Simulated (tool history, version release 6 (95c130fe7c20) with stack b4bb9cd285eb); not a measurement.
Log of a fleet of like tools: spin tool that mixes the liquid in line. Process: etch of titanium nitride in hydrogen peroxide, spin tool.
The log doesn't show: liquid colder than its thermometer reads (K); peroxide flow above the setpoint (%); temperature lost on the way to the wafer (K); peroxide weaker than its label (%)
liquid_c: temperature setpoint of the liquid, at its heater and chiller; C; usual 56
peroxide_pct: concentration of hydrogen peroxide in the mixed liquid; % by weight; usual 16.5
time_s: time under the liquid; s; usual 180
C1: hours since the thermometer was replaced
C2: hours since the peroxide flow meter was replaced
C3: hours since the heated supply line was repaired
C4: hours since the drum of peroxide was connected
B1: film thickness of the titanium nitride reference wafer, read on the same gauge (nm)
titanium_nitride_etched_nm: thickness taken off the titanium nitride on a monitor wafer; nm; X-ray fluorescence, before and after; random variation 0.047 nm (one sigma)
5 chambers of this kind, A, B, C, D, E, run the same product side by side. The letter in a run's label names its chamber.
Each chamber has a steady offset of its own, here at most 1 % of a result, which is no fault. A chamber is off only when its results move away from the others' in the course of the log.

{"run": "1E", "day": 0.546, "liquid_c": 56, "peroxide_pct": 16.5, "time_s": 180, "C1": 106.8, "C2": 685.5, "C3": 611.9, "C4": 37.4, "B1": 109.99, "titanium_nitride_etched_nm": 10.717}
{"run": "2C", "day": 0.875, "liquid_c": 56, "peroxide_pct": 16.5, "time_s": 180, "C1": 1390.6, "C2": 1008.2, "C3": 2222.7, "C4": 58.8, "B1": 110.01, "titanium_nitride_etched_nm": 10.694}
{"run": "3B", "day": 1.379, "liquid_c": 56, "peroxide_pct": 16.5, "time_s": 180, "C1": 702.6, "C2": 1480.6, "C3": 1757.7, "C4": 819.7, "B1": 109.99, "titanium_nitride_etched_nm": 10.586}
{"day": 1.654, "done": "chamber C: heated supply line repaired"}
{"run": "4A", "day": 1.992, "liquid_c": 56, "peroxide_pct": 16.5, "time_s": 180, "C1": 442.4, "C2": 744.1, "C3": 180.2, "C4": 368.8, "B1": 109.98, "titanium_nitride_etched_nm": 10.61}
{"run": "5D", "day": 2.308, "liquid_c": 56, "peroxide_pct": 16.5, "time_s": 180, "C1": 1118.4, "C2": 774.0, "C3": 1447.4, "C4": 428.1, "B1": 110.03, "titanium_nitride_etched_nm": 10.581}
{"run": "6B", "day": 2.762, "liquid_c": 56, "peroxide_pct": 16.5, "time_s": 180, "C1": 735.8, "C2": 1513.8, "C3": 1790.9, "C4": 852.9, "B1": 109.99, "titanium_nitride_etched_nm": 10.627}
{"run": "7D", "day": 3.075, "liquid_c": 56, "peroxide_pct": 16.5, "time_s": 180, "C1": 1136.8, "C2": 792.4, "C3": 1465.8, "C4": 446.5, "B1": 110.04, "titanium_nitride_etched_nm": 10.544}
{"run": "8C", "day": 3.358, "liquid_c": 56, "peroxide_pct": 16.5, "time_s": 180, "C1": 1450.2, "C2": 1067.8, "C3": 40.9, "C4": 118.4, "B1": 110.02, "titanium_nitride_etched_nm": 10.649}
{"day": 3.771, "done": "chamber D: new drum of peroxide connected"}
{"run": "9A", "day": 3.929, "liquid_c": 56, "peroxide_pct": 16.5, "time_s": 180, "C1": 488.9, "C2": 790.6, "C3": 226.7, "C4": 415.3, "B1": 109.98, "titanium_nitride_etched_nm": 10.611}
{"run": "10E", "day": 4.283, "liquid_c": 64, "peroxide_pct": 15.0, "time_s": 180, "C1": 196.5, "C2": 775.2, "C3": 701.6, "C4": 127.1, "B1": 110.05, "titanium_nitride_etched_nm": 17.982}
{"day": 4.471, "done": "chamber E: peroxide flow meter replaced"}
{"run": "11A", "day": 4.771, "liquid_c": 64, "peroxide_pct": 15.0, "time_s": 180, "C1": 509.1, "C2": 810.8, "C3": 246.9, "C4": 435.5, "B1": 109.98, "titanium_nitride_etched_nm": 18.079}
{"run": "12D", "day": 5.271, "liquid_c": 64, "peroxide_pct": 15.0, "time_s": 180, "C1": 1189.5, "C2": 845.1, "C3": 1518.5, "C4": 36.1, "B1": 110.0, "titanium_nitride_etched_nm": 17.745}
{"day": 5.296, "done": "chamber B: peroxide flow meter replaced"}
{"run": "13C", "day": 5.838, "liquid_c": 64, "peroxide_pct": 15.0, "time_s": 180, "C1": 1509.7, "C2": 1127.3, "C3": 100.4, "C4": 177.9, "B1": 109.97, "titanium_nitride_etched_nm": 18.241}
{"run": "14E", "day": 6.262, "liquid_c": 64, "peroxide_pct": 15.0, "time_s": 180, "C1": 244.0, "C2": 43.1, "C3": 749.1, "C4": 174.6, "B1": 109.98, "titanium_nitride_etched_nm": 18.043}
{"run": "15B", "day": 6.571, "liquid_c": 56, "peroxide_pct": 16.5, "time_s": 180, "C1": 827.2, "C2": 30.7, "C3": 1882.3, "C4": 944.3, "B1": 110.0, "titanium_nitride_etched_nm": 10.634}
{"run": "16D", "day": 7.046, "liquid_c": 56, "peroxide_pct": 16.5, "time_s": 180, "C1": 1232.1, "C2": 887.7, "C3": 1561.1, "C4": 78.7, "B1": 109.99, "titanium_nitride_etched_nm": 10.62}
{"run": "17E", "day": 7.612, "liquid_c": 56, "peroxide_pct": 16.5, "time_s": 180, "C1": 276.4, "C2": 75.5, "C3": 781.5, "C4": 207.0, "B1": 110.01, "titanium_nitride_etched_nm": 10.62}
{"run": "18B", "day": 7.904, "liquid_c": 56, "peroxide_pct": 16.5, "time_s": 180, "C1": 859.2, "C2": 62.7, "C3": 1914.3, "C4": 976.3, "B1": 110.03, "titanium_nitride_etched_nm": 10.666}
{"run": "19A", "day": 8.362, "liquid_c": 56, "peroxide_pct": 16.5, "time_s": 180, "C1": 595.3, "C2": 897.0, "C3": 333.1, "C4": 521.7, "B1": 110.03, "titanium_nitride_etched_nm": 10.697}
{"day": 8.554, "done": "chamber D: thermometer replaced"}
{"run": "20C", "day": 8.738, "liquid_c": 56, "peroxide_pct": 16.5, "time_s": 180, "C1": 1579.3, "C2": 1196.9, "C3": 170.0, "C4": 247.5, "B1": 109.99, "titanium_nitride_etched_nm": 10.735}
{"run": "21E", "day": 9.075, "liquid_c": 56, "peroxide_pct": 16.5, "time_s": 180, "C1": 311.5, "C2": 110.6, "C3": 816.6, "C4": 242.1, "B1": 109.99, "titanium_nitride_etched_nm": 10.767}
{"run": "22B", "day": 9.4, "liquid_c": 56, "peroxide_pct": 16.5, "time_s": 180, "C1": 895.1, "C2": 98.6, "C3": 1950.2, "C4": 1012.2, "B1": 109.97, "titanium_nitride_etched_nm": 10.605}
{"run": "23A", "day": 9.942, "liquid_c": 51, "peroxide_pct": 16.5, "time_s": 130, "C1": 633.2, "C2": 934.9, "C3": 371.0, "C4": 559.6, "B1": 109.99, "titanium_nitride_etched_nm": 5.3564}
{"run": "24D", "day": 10.529, "liquid_c": 51, "peroxide_pct": 16.5, "time_s": 130, "C1": 47.5, "C2": 971.3, "C3": 1644.7, "C4": 162.3, "B1": 110.0, "titanium_nitride_etched_nm": 5.3968}
{"day": 10.842, "done": "chamber B: new drum of peroxide connected"}
{"run": "25C", "day": 10.996, "liquid_c": 51, "peroxide_pct": 16.5, "time_s": 130, "C1": 1633.5, "C2": 1251.1, "C3": 224.2, "C4": 301.7, "B1": 110.02, "titanium_nitride_etched_nm": 5.4128}
{"run": "26A", "day": 11.396, "liquid_c": 51, "peroxide_pct": 16.5, "time_s": 130, "C1": 668.1, "C2": 969.8, "C3": 405.9, "C4": 594.5, "B1": 110.01, "titanium_nitride_etched_nm": 5.3816}
{"run": "27D", "day": 11.862, "liquid_c": 51, "peroxide_pct": 16.5, "time_s": 130, "C1": 79.5, "C2": 1003.3, "C3": 1676.7, "C4": 194.3, "B1": 110.05, "titanium_nitride_etched_nm": 5.3883}
{"run": "28B", "day": 12.217, "liquid_c": 56, "peroxide_pct": 16.5, "time_s": 180, "C1": 962.7, "C2": 166.2, "C3": 2017.8, "C4": 33.0, "B1": 109.97, "titanium_nitride_etched_nm": 10.584}
{"run": "29C", "day": 12.829, "liquid_c": 56, "peroxide_pct": 16.5, "time_s": 180, "C1": 1677.5, "C2": 1295.1, "C3": 268.2, "C4": 345.7, "B1": 109.97, "titanium_nitride_etched_nm": 10.704}
{"run": "30E", "day": 13.358, "liquid_c": 56, "peroxide_pct": 16.5, "time_s": 180, "C1": 414.3, "C2": 213.4, "C3": 919.4, "C4": 344.9, "B1": 110.01, "titanium_nitride_etched_nm": 10.698}
{"run": "31A", "day": 13.862, "liquid_c": 56, "peroxide_pct": 16.5, "time_s": 180, "C1": 727.3, "C2": 1029.0, "C3": 465.1, "C4": 653.7, "B1": 109.98, "titanium_nitride_etched_nm": 10.664}
{"run": "32C", "day": 14.267, "liquid_c": 56, "peroxide_pct": 16.5, "time_s": 180, "C1": 1712.0, "C2": 1329.6, "C3": 302.7, "C4": 380.2, "B1": 110.01, "titanium_nitride_etched_nm": 10.72}
{"run": "33B", "day": 14.746, "liquid_c": 56, "peroxide_pct": 16.5, "time_s": 180, "C1": 1023.4, "C2": 226.9, "C3": 2078.5, "C4": 93.7, "B1": 110.03, "titanium_nitride_etched_nm": 10.55}
{"run": "34E", "day": 15.138, "liquid_c": 56, "peroxide_pct": 16.5, "time_s": 180, "C1": 457.0, "C2": 256.1, "C3": 962.1, "C4": 387.6, "B1": 109.96, "titanium_nitride_etched_nm": 10.708}
{"run": "35D", "day": 15.55, "liquid_c": 56, "peroxide_pct": 16.5, "time_s": 180, "C1": 168.0, "C2": 1091.8, "C3": 1765.2, "C4": 282.8, "B1": 109.99, "titanium_nitride_etched_nm": 10.539}
{"run": "36A", "day": 15.962, "liquid_c": 56, "peroxide_pct": 16.5, "time_s": 180, "C1": 777.7, "C2": 1079.4, "C3": 515.5, "C4": 704.1, "B1": 110.02, "titanium_nitride_etched_nm": 10.581}
{"run": "37D", "day": 16.388, "liquid_c": 56, "peroxide_pct": 16.5, "time_s": 180, "C1": 188.1, "C2": 1111.9, "C3": 1785.3, "C4": 302.9, "B1": 110.01, "titanium_nitride_etched_nm": 10.619}
{"run": "38C", "day": 16.829, "liquid_c": 56, "peroxide_pct": 16.5, "time_s": 180, "C1": 1773.5, "C2": 1391.1, "C3": 364.2, "C4": 441.7, "B1": 109.98, "titanium_nitride_etched_nm": 10.698}
{"run": "39E", "day": 17.117, "liquid_c": 56, "peroxide_pct": 16.5, "time_s": 180, "C1": 504.5, "C2": 303.6, "C3": 1009.6, "C4": 435.1, "B1": 110.01, "titanium_nitride_etched_nm": 10.648}
{"run": "40B", "day": 17.408, "liquid_c": 56, "peroxide_pct": 16.5, "time_s": 180, "C1": 1087.3, "C2": 290.8, "C3": 2142.4, "C4": 157.6, "B1": 110.03, "titanium_nitride_etched_nm": 10.624}
{"run": "41E", "day": 17.971, "liquid_c": 56, "peroxide_pct": 16.5, "time_s": 180, "C1": 525.0, "C2": 324.1, "C3": 1030.1, "C4": 455.6, "B1": 110.06, "titanium_nitride_etched_nm": 10.736}
{"run": "42C", "day": 18.467, "liquid_c": 56, "peroxide_pct": 16.5, "time_s": 230, "C1": 1812.8, "C2": 1430.4, "C3": 403.5, "C4": 481.0, "B1": 110.01, "titanium_nitride_etched_nm": 13.739}
{"run": "43A", "day": 18.754, "liquid_c": 56, "peroxide_pct": 16.5, "time_s": 230, "C1": 844.7, "C2": 1146.4, "C3": 582.5, "C4": 771.1, "B1": 109.99, "titanium_nitride_etched_nm": 13.61}

Is one chamber off against the others, does the gauge drift, or is nothing wrong? If a chamber is off, say which, and what the likeliest cause is.

No chamber stands off beyond its own small offset, and the gauge holds steady.
